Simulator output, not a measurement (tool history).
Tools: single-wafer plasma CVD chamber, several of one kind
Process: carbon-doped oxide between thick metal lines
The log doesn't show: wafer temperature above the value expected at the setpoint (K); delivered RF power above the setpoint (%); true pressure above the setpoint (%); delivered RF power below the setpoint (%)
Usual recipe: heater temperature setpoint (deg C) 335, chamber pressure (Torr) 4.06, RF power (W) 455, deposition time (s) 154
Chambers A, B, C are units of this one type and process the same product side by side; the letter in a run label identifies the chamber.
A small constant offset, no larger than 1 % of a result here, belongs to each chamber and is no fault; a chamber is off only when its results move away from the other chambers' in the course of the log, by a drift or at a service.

| run | day | heater temperature setpoint (deg C) | chamber pressure (Torr) | RF power (W) | deposition time (s) | hours since the last thermocouple change | hours since the last RF generator calibration | hours since the last manometer calibration | read-back reference wafer on the same gauge, thickness_nm | mean film thickness on the monitor wafer (nm) |
|---|---|---|---|---|---|---|---|---|---|---|
| 1A | 0.508 | 335 | 4.06 | 455 | 154 | 1032.8 | 151.1 | 512.2 | 764.18 | 732.98 |
| 2C | 0.996 | 335 | 4.06 | 455 | 154 | 611.2 | 267.2 | 2118.7 | 764.39 | 741.95 |
| 3B | 1.592 | 335 | 4.06 | 455 | 154 | 1433.1 | 497.0 | 1202.7 | 764.58 | 741.08 |
| 4A | 2.154 | 335 | 4.06 | 455 | 154 | 1072.3 | 190.6 | 551.7 | 764.89 | 735.49 |
| 5B | 2.750 | 335 | 4.06 | 415 | 154 | 1460.9 | 524.8 | 1230.5 | 765.09 | 690.63 |
| 6C | 3.200 | 335 | 4.06 | 415 | 154 | 664.1 | 320.1 | 2171.6 | 764.90 | 693.25 |
| 7B | 3.654 | 335 | 4.06 | 415 | 154 | 1482.6 | 546.5 | 1252.2 | 765.59 | 693.63 |
| 8C | 4.208 | 335 | 4.06 | 455 | 154 | 688.3 | 344.3 | 2195.8 | 765.35 | 743.73 |
| 9A | 4.671 | 335 | 4.06 | 455 | 154 | 1132.7 | 251.0 | 612.1 | 765.80 | 736.83 |
| 10C | 4.996 | 335 | 4.06 | 455 | 154 | 707.2 | 363.2 | 2214.7 | 765.88 | 741.98 |
| 11A | 5.412 | 335 | 4.06 | 455 | 154 | 1150.5 | 268.8 | 629.9 | 765.77 | 736.99 |
| 12B | 5.700 | 335 | 4.06 | 455 | 154 | 1531.7 | 595.6 | 1301.3 | 766.08 | 741.16 |
| 13C | 6.096 | 335 | 4.06 | 455 | 154 | 733.6 | 389.6 | 2241.1 | 766.23 | 742.92 |
| 14B | 6.396 | 335 | 4.06 | 455 | 154 | 1548.4 | 612.3 | 1318.0 | 766.57 | 743.70 |
| 15A | 7.008 | 335 | 4.06 | 455 | 154 | 1188.8 | 307.1 | 668.2 | 766.45 | 733.51 |
| 16A | 7.554 | 335 | 4.06 | 455 | 154 | 1201.9 | 320.2 | 681.3 | 766.25 | 736.62 |
| 17C | 7.954 | 335 | 4.06 | 455 | 154 | 778.2 | 434.2 | 2285.7 | 766.88 | 742.53 |
| 18B | 8.250 | 335 | 4.06 | 455 | 154 | 1592.9 | 656.8 | 1362.5 | 766.82 | 743.21 |
| 19C | 8.892 | 335 | 4.06 | 455 | 154 | 800.7 | 456.7 | 2308.2 | 767.00 | 744.82 |
| 20B | 9.538 | 335 | 4.06 | 455 | 154 | 1623.8 | 687.7 | 1393.4 | 767.37 | 741.07 |
| 21A | 10.058 | 335 | 4.06 | 455 | 154 | 1262.0 | 380.3 | 741.4 | 767.73 | 737.69 |
| 22C | 10.629 | 335 | 4.06 | 455 | 154 | 842.4 | 498.4 | 2349.9 | 767.78 | 742.70 |
| 23B | 11.104 | 335 | 4.06 | 455 | 154 | 1661.4 | 725.3 | 1431.0 | 767.71 | 744.85 |
| 24A | 11.558 | 335 | 4.06 | 455 | 154 | 1298.0 | 416.3 | 777.4 | 768.06 | 734.06 |
| 25B | 12.158 | 335 | 4.06 | 455 | 154 | 1686.7 | 750.6 | 1456.3 | 768.25 | 743.73 |
| 26C | 12.671 | 335 | 4.06 | 455 | 154 | 891.4 | 547.4 | 2398.9 | 768.40 | 746.13 |
| 27A | 12.983 | 335 | 4.06 | 455 | 154 | 1332.2 | 450.5 | 811.6 | 768.42 | 736.37 |
| 28C | 13.508 | 324 | 4.06 | 455 | 178 | 911.5 | 567.5 | 2419.0 | 768.52 | 890.43 |
| 29A | 13.804 | 324 | 4.06 | 455 | 178 | 1351.9 | 470.2 | 831.3 | 768.75 | 883.08 |

Next, all 3 chambers run the settings below, one line each with question marks for the results. What does each chamber give?
| 30A | 14.275 | 347 | 4.06 | 455 | 154 |  |  |  |  | ? |
| 30B | 14.275 | 347 | 4.06 | 455 | 154 |  |  |  |  | ? |
| 30C | 14.275 | 347 | 4.06 | 455 | 154 |  |  |  |  | ? |

| run | mean film thickness on the monitor wafer (nm) |
|---|---|
| 30A | 712.86 |
| 30B | 720.45 |
| 30C | 718.82 |

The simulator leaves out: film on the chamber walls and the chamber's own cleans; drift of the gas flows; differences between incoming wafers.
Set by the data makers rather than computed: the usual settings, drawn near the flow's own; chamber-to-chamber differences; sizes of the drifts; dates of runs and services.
